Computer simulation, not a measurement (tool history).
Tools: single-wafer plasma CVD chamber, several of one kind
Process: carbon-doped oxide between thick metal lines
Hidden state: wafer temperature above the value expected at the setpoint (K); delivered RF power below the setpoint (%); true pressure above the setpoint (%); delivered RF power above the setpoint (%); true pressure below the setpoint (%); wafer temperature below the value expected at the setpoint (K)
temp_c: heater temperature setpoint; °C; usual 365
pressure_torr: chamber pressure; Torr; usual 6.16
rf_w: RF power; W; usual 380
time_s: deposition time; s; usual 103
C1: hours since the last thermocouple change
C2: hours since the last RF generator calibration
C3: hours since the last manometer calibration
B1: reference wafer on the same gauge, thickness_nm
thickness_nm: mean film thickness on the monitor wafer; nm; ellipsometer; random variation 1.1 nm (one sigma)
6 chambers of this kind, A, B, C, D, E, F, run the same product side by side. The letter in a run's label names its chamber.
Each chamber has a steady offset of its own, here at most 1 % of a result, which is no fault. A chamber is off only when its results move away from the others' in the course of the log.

run 1D hour=2.4 | temp_c=365 pressure_torr=6.16 rf_w=380 time_s=103 | C1=79.8 C2=719.3 C3=1515.9 | B1=444.9 | thickness_nm=423.09
run 2E hour=4.5 | temp_c=365 pressure_torr=6.16 rf_w=380 time_s=103 | C1=435.9 C2=339.2 C3=161.2 | B1=444.92 | thickness_nm=427.01
run 3C hour=8.4 | temp_c=365 pressure_torr=6.16 rf_w=380 time_s=103 | C1=2302.4 C2=1002.7 C3=1298.7 | B1=445.08 | thickness_nm=424.33
run 4B hour=11.9 | temp_c=365 pressure_torr=6.16 rf_w=380 time_s=103 | C1=443.2 C2=495.4 C3=779.9 | B1=445.06 | thickness_nm=427.04
run 5A hour=16.1 | temp_c=365 pressure_torr=6.16 rf_w=380 time_s=116 | C1=292 C2=503.6 C3=1952.9 | B1=445.05 | thickness_nm=476.53
run 6F hour=18.4 | temp_c=365 pressure_torr=6.16 rf_w=380 time_s=116 | C1=411.1 C2=2521.7 C3=623.8 | B1=445.48 | thickness_nm=477.81
run 7A hour=22.8 | temp_c=365 pressure_torr=6.16 rf_w=380 time_s=116 | C1=298.7 C2=510.3 C3=1959.6 | B1=445.02 | thickness_nm=474.56
-- hour=23.7 chamber F: RF generator calibrated
run 8C hour=25.5 | temp_c=365 pressure_torr=6.16 rf_w=380 time_s=116 | C1=2319.5 C2=1019.8 C3=1315.8 | B1=445.06 | thickness_nm=477.53
run 9E hour=30.1 | temp_c=365 pressure_torr=6.16 rf_w=380 time_s=116 | C1=461.5 C2=364.8 C3=186.8 | B1=444.85 | thickness_nm=481.37
run 10D hour=32.7 | temp_c=365 pressure_torr=6.16 rf_w=380 time_s=116 | C1=110.1 C2=749.6 C3=1546.2 | B1=445.12 | thickness_nm=477.37
run 11F hour=35.6 | temp_c=365 pressure_torr=6.16 rf_w=380 time_s=103 | C1=428.3 C2=12 C3=641 | B1=445.04 | thickness_nm=424.62
run 12B hour=37.9 | temp_c=365 pressure_torr=6.16 rf_w=380 time_s=103 | C1=469.2 C2=521.4 C3=805.9 | B1=444.79 | thickness_nm=426.43
run 13A hour=41.5 | temp_c=365 pressure_torr=6.16 rf_w=380 time_s=103 | C1=317.4 C2=529 C3=1978.3 | B1=444.92 | thickness_nm=422.74
run 14F hour=45.1 | temp_c=365 pressure_torr=6.16 rf_w=380 time_s=103 | C1=437.8 C2=21.5 C3=650.5 | B1=445.49 | thickness_nm=423.96
run 15E hour=49 | temp_c=365 pressure_torr=6.16 rf_w=380 time_s=103 | C1=480.4 C2=383.7 C3=205.7 | B1=444.74 | thickness_nm=426.24
run 16C hour=52.2 | temp_c=365 pressure_torr=6.16 rf_w=380 time_s=103 | C1=2346.2 C2=1046.5 C3=1342.5 | B1=445.29 | thickness_nm=423.84
run 17B hour=54.9 | temp_c=365 pressure_torr=6.16 rf_w=380 time_s=103 | C1=486.2 C2=538.4 C3=822.9 | B1=445.17 | thickness_nm=427.15
run 18D hour=57.4 | temp_c=365 pressure_torr=6.16 rf_w=380 time_s=103 | C1=134.8 C2=774.3 C3=1570.9 | B1=445.04 | thickness_nm=425.08
run 19A hour=60.9 | temp_c=365 pressure_torr=6.16 rf_w=380 time_s=103 | C1=336.8 C2=548.4 C3=1997.7 | B1=444.94 | thickness_nm=422.69
run 20B hour=63.2 | temp_c=365 pressure_torr=5.56 rf_w=380 time_s=103 | C1=494.5 C2=546.7 C3=831.2 | B1=444.96 | thickness_nm=420.88
run 21D hour=67.3 | temp_c=365 pressure_torr=5.56 rf_w=380 time_s=103 | C1=144.7 C2=784.2 C3=1580.8 | B1=445.06 | thickness_nm=419.42
run 22C hour=70.7 | temp_c=365 pressure_torr=5.56 rf_w=380 time_s=103 | C1=2364.7 C2=1065 C3=1361 | B1=445.01 | thickness_nm=420.49
run 23F hour=74 | temp_c=365 pressure_torr=5.56 rf_w=380 time_s=103 | C1=466.7 C2=50.4 C3=679.4 | B1=444.8 | thickness_nm=419.66
run 24E hour=77.2 | temp_c=365 pressure_torr=5.56 rf_w=380 time_s=103 | C1=508.6 C2=411.9 C3=233.9 | B1=444.67 | thickness_nm=419.81
run 25B hour=81.2 | temp_c=365 pressure_torr=5.56 rf_w=380 time_s=103 | C1=512.5 C2=564.7 C3=849.2 | B1=445.22 | thickness_nm=422.93
run 26D hour=83.9 | temp_c=365 pressure_torr=6.16 rf_w=380 time_s=103 | C1=161.3 C2=800.8 C3=1597.4 | B1=444.9 | thickness_nm=423.62
run 27E hour=87.8 | temp_c=365 pressure_torr=6.16 rf_w=380 time_s=103 | C1=519.2 C2=422.5 C3=244.5 | B1=445.08 | thickness_nm=426.09
run 28F hour=91.8 | temp_c=365 pressure_torr=6.16 rf_w=380 time_s=103 | C1=484.5 C2=68.2 C3=697.2 | B1=444.92 | thickness_nm=424.75
run 29C hour=94.1 | temp_c=365 pressure_torr=6.16 rf_w=380 time_s=103 | C1=2388.1 C2=1088.4 C3=1384.4 | B1=444.74 | thickness_nm=423.58
run 30A hour=96.5 | temp_c=365 pressure_torr=6.16 rf_w=380 time_s=103 | C1=372.4 C2=584 C3=2033.3 | B1=445.09 | thickness_nm=418.45
run 31C hour=100.6 | temp_c=365 pressure_torr=6.16 rf_w=380 time_s=103 | C1=2394.6 C2=1094.9 C3=1390.9 | B1=445.22 | thickness_nm=422.37
run 32F hour=103.4 | temp_c=365 pressure_torr=6.16 rf_w=380 time_s=103 | C1=496.1 C2=79.8 C3=708.8 | B1=444.8 | thickness_nm=421.65
run 33A hour=108.1 | temp_c=365 pressure_torr=6.16 rf_w=380 time_s=103 | C1=384 C2=595.6 C3=2044.9 | B1=444.89 | thickness_nm=418.57
run 34B hour=111.6 | temp_c=365 pressure_torr=7.67 rf_w=380 time_s=94 | C1=542.9 C2=595.1 C3=879.6 | B1=445.12 | thickness_nm=398.23
run 35D hour=115.5 | temp_c=365 pressure_torr=7.67 rf_w=380 time_s=94 | C1=192.9 C2=832.4 C3=1629 | B1=444.97 | thickness_nm=395.66
run 36E hour=118 | temp_c=365 pressure_torr=7.67 rf_w=380 time_s=94 | C1=549.4 C2=452.7 C3=274.7 | B1=444.8 | thickness_nm=397.03

Is one chamber off against the others, does the gauge drift, or is nothing wrong? If a chamber is off, say which, and what the likeliest cause is.

Chamber A drifts away from the others.
Cause: delivered RF power below the setpoint (%) = 2.03.
The log may not tell that from: wafer temperature above the value expected at the setpoint (K).

Here are 4 candidates for chamber A's next run, each the usual settings with a change, their results left as question marks. Which one brings its results back in line with what the others give on the usual settings?
In line means no further than this from the other chambers' mean on the usual settings: thickness_nm 3.9 nm
run 37A-1 hour=121.4 | temp_c=381 pressure_torr=6.16 rf_w=380 time_s=103 | thickness_nm=?
run 37A-2 hour=121.4 | temp_c=365 pressure_torr=6.18 rf_w=380 time_s=105 | thickness_nm=?
run 37A-3 hour=121.4 | temp_c=365 pressure_torr=6.19 rf_w=385 time_s=106 | thickness_nm=?
run 37A-4 hour=121.4 | temp_c=365 pressure_torr=6.14 rf_w=380 time_s=101 | thickness_nm=?

The other chambers' mean on the usual settings: thickness_nm 425.4 nm
run=37A-1 thickness_nm=403.98
run=37A-2 thickness_nm=425.57
run=37A-3 thickness_nm=433.93
run=37A-4 thickness_nm=409.13
37A-2 brings the chamber back in line.
